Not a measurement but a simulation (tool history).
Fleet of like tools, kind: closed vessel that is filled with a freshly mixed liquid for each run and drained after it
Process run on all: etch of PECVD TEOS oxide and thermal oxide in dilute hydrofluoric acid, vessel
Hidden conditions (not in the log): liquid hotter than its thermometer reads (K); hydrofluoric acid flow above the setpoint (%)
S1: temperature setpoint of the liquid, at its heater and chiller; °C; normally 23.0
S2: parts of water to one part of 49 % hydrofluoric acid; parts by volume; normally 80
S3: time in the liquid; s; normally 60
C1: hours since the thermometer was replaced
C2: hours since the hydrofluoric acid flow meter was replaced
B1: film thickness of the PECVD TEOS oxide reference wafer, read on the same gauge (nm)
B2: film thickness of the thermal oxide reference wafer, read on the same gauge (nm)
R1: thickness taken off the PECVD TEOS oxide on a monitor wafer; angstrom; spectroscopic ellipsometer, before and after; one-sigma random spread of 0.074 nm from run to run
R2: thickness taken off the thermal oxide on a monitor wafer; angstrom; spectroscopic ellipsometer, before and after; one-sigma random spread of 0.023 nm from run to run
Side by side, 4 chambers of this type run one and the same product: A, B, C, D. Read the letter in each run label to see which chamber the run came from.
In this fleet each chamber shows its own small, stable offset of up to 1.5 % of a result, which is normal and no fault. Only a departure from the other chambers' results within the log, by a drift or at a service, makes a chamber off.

| run | hour | S1 | S2 | S3 | C1 | C2 | B1 | B2 | R1 | R2 |
|---|---|---|---|---|---|---|---|---|---|---|
| 1C | 14.1 | 23.0 | 80 | 60 | 519.4 | 1346.3 | 129.99 | 90.002 | 74.923 | 33.184 |
| 2A | 25.1 | 23.0 | 80 | 60 | 1631.1 | 641.2 | 129.98 | 90.020 | 72.909 | 32.208 |
| 3B | 35.4 | 23.0 | 80 | 60 | 1220.5 | 1515.5 | 129.99 | 89.986 | 73.051 | 32.871 |
| 4D | 46.9 | 23.0 | 80 | 60 | 198.8 | 653.4 | 129.99 | 90.015 | 73.863 | 32.823 |
| 5C | 57.7 | 23.0 | 80 | 60 | 563.0 | 1389.9 | 130.05 | 89.998 | 73.648 | 33.347 |
| 6A | 68.6 | 26.5 | 95 | 60 | 1674.6 | 684.7 | 130.03 | 90.007 | 71.117 | 31.202 |
| 7D | 76.9 | 26.5 | 95 | 60 | 228.8 | 683.4 | 130.04 | 89.999 | 69.310 | 31.200 |
| 8B | 87.2 | 26.5 | 95 | 60 | 1272.3 | 1567.3 | 129.97 | 89.987 | 71.063 | 31.749 |
| 9B | 102.0 | 26.5 | 95 | 60 | 1287.1 | 1582.1 | 129.99 | 89.986 | 71.821 | 31.347 |
| 10A | 110.8 | 23.0 | 80 | 40 | 1716.8 | 726.9 | 129.95 | 89.996 | 49.824 | 21.788 |
| 11D | 118.1 | 23.0 | 80 | 40 | 270.0 | 724.6 | 130.04 | 90.010 | 48.764 | 22.185 |
| 12C | 133.0 | 23.0 | 80 | 40 | 638.3 | 1465.2 | 130.05 | 89.998 | 49.546 | 22.038 |
| 13D | 142.0 | 23.0 | 80 | 40 | 293.9 | 748.5 | 129.99 | 89.993 | 48.258 | 21.843 |
| 14A | 149.5 | 23.0 | 80 | 60 | 1755.5 | 765.6 | 130.04 | 89.991 | 73.121 | 32.503 |
| 15B | 163.0 | 23.0 | 80 | 60 | 1348.1 | 1643.1 | 129.99 | 89.993 | 74.520 | 32.803 |
|  | 163.7 | chamber C: hydrofluoric acid flow meter replaced |
| 16C | 176.4 | 23.0 | 80 | 60 | 681.7 | 12.7 | 129.98 | 89.995 | 75.587 | 33.002 |
| 17A | 185.2 | 23.0 | 80 | 60 | 1791.2 | 801.3 | 129.97 | 89.975 | 72.460 | 32.281 |
|  | 188.6 | chamber B: thermometer replaced |
| 18C | 193.7 | 26.5 | 60 | 60 | 699.0 | 30.0 | 130.02 | 90.003 | 116.640 | 52.100 |
| 19B | 209.2 | 26.5 | 60 | 60 | 20.6 | 1689.3 | 130.01 | 90.013 | 115.710 | 51.612 |
| 20D | 222.2 | 26.5 | 60 | 60 | 374.1 | 828.7 | 130.00 | 89.985 | 113.080 | 52.084 |
| 21D | 234.3 | 26.5 | 60 | 60 | 386.2 | 840.8 | 129.96 | 89.996 | 117.150 | 51.673 |
| 22A | 244.7 | 23.0 | 80 | 60 | 1850.7 | 860.8 | 129.99 | 90.013 | 73.167 | 32.465 |
| 23B | 258.7 | 23.0 | 80 | 60 | 70.1 | 1738.8 | 129.98 | 89.995 | 74.614 | 32.944 |
|  | 262.1 | chamber B: hydrofluoric acid flow meter replaced |
| 24C | 270.3 | 23.0 | 80 | 60 | 775.6 | 106.6 | 130.02 | 89.985 | 74.521 | 33.523 |
| 25A | 284.4 | 23.0 | 80 | 60 | 1890.4 | 900.5 | 130.04 | 89.998 | 74.739 | 32.933 |
| 26B | 294.5 | 23.0 | 80 | 60 | 105.9 | 32.5 | 130.03 | 89.995 | 74.555 | 32.874 |
| 27D | 308.1 | 23.0 | 80 | 60 | 460.0 | 914.6 | 130.02 | 89.994 | 72.891 | 33.034 |
| 28C | 316.6 | 23.0 | 80 | 60 | 821.9 | 152.9 | 129.93 | 90.007 | 76.535 | 32.834 |
| 29B | 324.8 | 23.0 | 80 | 60 | 136.2 | 62.8 | 130.04 | 90.004 | 73.753 | 33.026 |
| 30A | 339.1 | 23.0 | 60 | 60 | 1945.1 | 955.2 | 130.00 | 89.978 | 101.920 | 44.735 |
| 31D | 349.9 | 23.0 | 60 | 60 | 501.8 | 956.4 | 129.99 | 90.014 | 101.540 | 45.218 |
| 32C | 357.8 | 23.0 | 60 | 60 | 863.1 | 194.1 | 129.95 | 90.023 | 101.680 | 45.259 |
| 33D | 372.9 | 23.0 | 60 | 60 | 524.8 | 979.4 | 130.00 | 90.016 | 101.040 | 44.880 |
| 34B | 383.6 | 23.0 | 80 | 60 | 195.0 | 121.6 | 130.02 | 90.008 | 73.429 | 33.206 |
| 35C | 398.7 | 23.0 | 80 | 60 | 904.0 | 235.0 | 129.93 | 90.014 | 74.292 | 33.135 |
| 36A | 410.0 | 19.5 | 80 | 80 | 2016.0 | 1026.1 | 129.99 | 89.990 | 84.580 | 37.511 |
| 37D | 420.8 | 19.5 | 80 | 80 | 572.7 | 1027.3 | 130.02 | 89.988 | 84.857 | 38.176 |
| 38B | 429.6 | 19.5 | 80 | 80 | 241.0 | 167.6 | 129.99 | 89.995 | 86.169 | 38.368 |
| 39A | 437.2 | 19.5 | 80 | 80 | 2043.2 | 1053.3 | 130.00 | 90.023 | 87.031 | 37.703 |

Next, every chamber runs the same settings. What will each give?
| 40A | 448.3 | 23.0 | 80 | 60 |  |  |  |  | ? | ? |
| 40B | 448.3 | 23.0 | 80 | 60 |  |  |  |  | ? | ? |
| 40C | 448.3 | 23.0 | 80 | 60 |  |  |  |  | ? | ? |
| 40D | 448.3 | 23.0 | 80 | 60 |  |  |  |  | ? | ? |

| run | R1 | R2 |
|---|---|---|
| 40A | 73.635 | 32.851 |
| 40B | 74.299 | 33.241 |
| 40C | 73.955 | 33.088 |
| 40D | 74.372 | 32.788 |
